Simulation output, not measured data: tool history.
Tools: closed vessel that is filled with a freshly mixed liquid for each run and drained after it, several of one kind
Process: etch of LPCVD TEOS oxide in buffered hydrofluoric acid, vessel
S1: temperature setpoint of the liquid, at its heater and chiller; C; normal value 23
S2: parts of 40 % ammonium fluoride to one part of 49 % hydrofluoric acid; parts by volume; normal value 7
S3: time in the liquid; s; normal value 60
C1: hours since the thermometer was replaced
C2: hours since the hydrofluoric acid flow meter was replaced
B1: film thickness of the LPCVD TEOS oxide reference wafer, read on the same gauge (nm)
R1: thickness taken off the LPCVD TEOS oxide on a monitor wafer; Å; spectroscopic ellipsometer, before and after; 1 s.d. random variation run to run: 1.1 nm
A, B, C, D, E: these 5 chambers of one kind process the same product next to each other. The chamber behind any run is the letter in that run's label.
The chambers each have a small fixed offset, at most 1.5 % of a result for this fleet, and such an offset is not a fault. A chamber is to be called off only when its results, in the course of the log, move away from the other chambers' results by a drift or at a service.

run	hour	S1	S2	S3	C1	C2	B1	R1
1A	9.2	23	7	60	23.4	549	140.04	1308.4
2E	18.1	23	7	60	34.8	1891.2	139.97	1261.7
3B	30.3	23	7	60	382.3	474.1	139.98	1245.7
4D	37.3	23	7	60	1097.5	793.2	140.02	1279.4
5C	45.6	23	6	85	126.1	1614.7	140	2089.6
6E	59	23	6	85	75.7	1932.1	139.97	2040.1
7D	66.6	23	6	85	1126.8	822.5	140.02	2046.9
8A	76.2	23	6	85	90.4	616	139.98	2121.2
9C	88.7	23	6	85	169.2	1657.8	139.95	2079.8
10B	99.6	23	7	50	451.6	543.4	140.01	1046.4
11A	107.5	23	7	50	121.7	647.3	140	1089.1
12C	117.3	23	7	50	197.8	1686.4	140	1062.2
13D	123.4	23	7	50	1183.6	879.3	140.03	1054.4
14E	129.6	23	7	50	146.3	2002.7	140.01	1055.7
15B	136.8	23	7	60	488.8	580.6	139.98	1254.9
16C	149.3	23	7	60	229.8	1718.4	140.03	1288
17D	161.2	23	7	60	1221.4	917.1	140.01	1260.8
18B	174	23	7	60	526	617.8	140.01	1269.4
19A	184.6	23	7	60	198.8	724.4	140.04	1288.8
20E	190.7	23	7	60	207.4	2063.8	139.99	1262.5
21C	201.4	23	7	60	281.9	1770.5	140.04	1268.1
22A	211.3	23	7	60	225.5	751.1	140.03	1288.1
23B	223.9	23	7	70	575.9	667.7	139.98	1484
24E	232.6	23	7	70	249.3	2105.7	139.98	1458.4
25D	239.7	23	7	70	1299.9	995.6	140.01	1453.3
26B	251.3	23	7	70	603.3	695.1	140.02	1461.5
27D	264.9	23	7	70	1325.1	1020.8	139.96	1443.6
28C	278.2	23	5	30	358.7	1847.3	139.99	875.5
29E	285	23	5	30	301.7	2158.1	139.97	852.93
# hour 289: chamber B: thermometer replaced
30A	291.9	23	5	30	306.1	831.7	139.99	860.4
31A	300.7	23	5	30	314.9	840.5	140.01	856.28
32E	309.1	23	5	30	325.8	2182.2	140.01	837.59
33B	321.8	23	7	60	32.8	765.6	140.01	1268
34C	335.5	23	7	60	416	1904.6	139.99	1279.9
35D	345.6	23	7	60	1405.8	1101.5	140	1208.2
36A	354.4	23	7	60	368.6	894.2	139.97	1295.9
37C	366.9	23	7	60	447.4	1936	140.04	1280.3
38D	378.8	23	7	60	1439	1134.7	139.99	1202.4
39E	387.9	23	7	60	404.6	2261	139.96	1261
40B	394.4	23	7	60	105.4	838.2	140.02	1259.3
41B	403.6	23	7	60	114.6	847.4	140.02	1263.5
42D	415.9	23	7	60	1476.1	1171.8	139.97	1202.2
43C	423.1	23	7	60	503.6	1992.2	139.98	1300
44A	435.6	23	5	45	449.8	975.4	139.98	1301.5

Has any chamber moved away from the others, gradually or after a service, or does the common gauge drift, or do the chambers differ only by their own small steady offsets? State the chamber and the most likely cause if one applies.

It is chamber D that slowly wanders off from its peers.
What lies behind it: liquid colder than its thermometer reads (K) = 1.24.
It could be hard to tell apart here from: hydrofluoric acid flow below the setpoint (%).

Below are 4 candidate recipes for chamber D's next run, each the usual settings with a change, their results shown as question marks. Which of them brings D's results back in line with what the other chambers give on the usual settings?
Allowed miss from the other chambers' usual-settings mean, per result, to count as in line: R1 37 Å
45D-1	445.5	24	7	60				?
45D-2	445.5	22	7	60				?
45D-3	445.5	25	7	60				?
45D-4	445.5	22.5	7	55				?

What the other chambers average on the usual settings: R1 1277.9 Å
run	R1
45D-1	1263.8
45D-2	1130.9
45D-3	1335.6
45D-4	1066.4
With 45D-1, the chamber falls back in line with the rest.
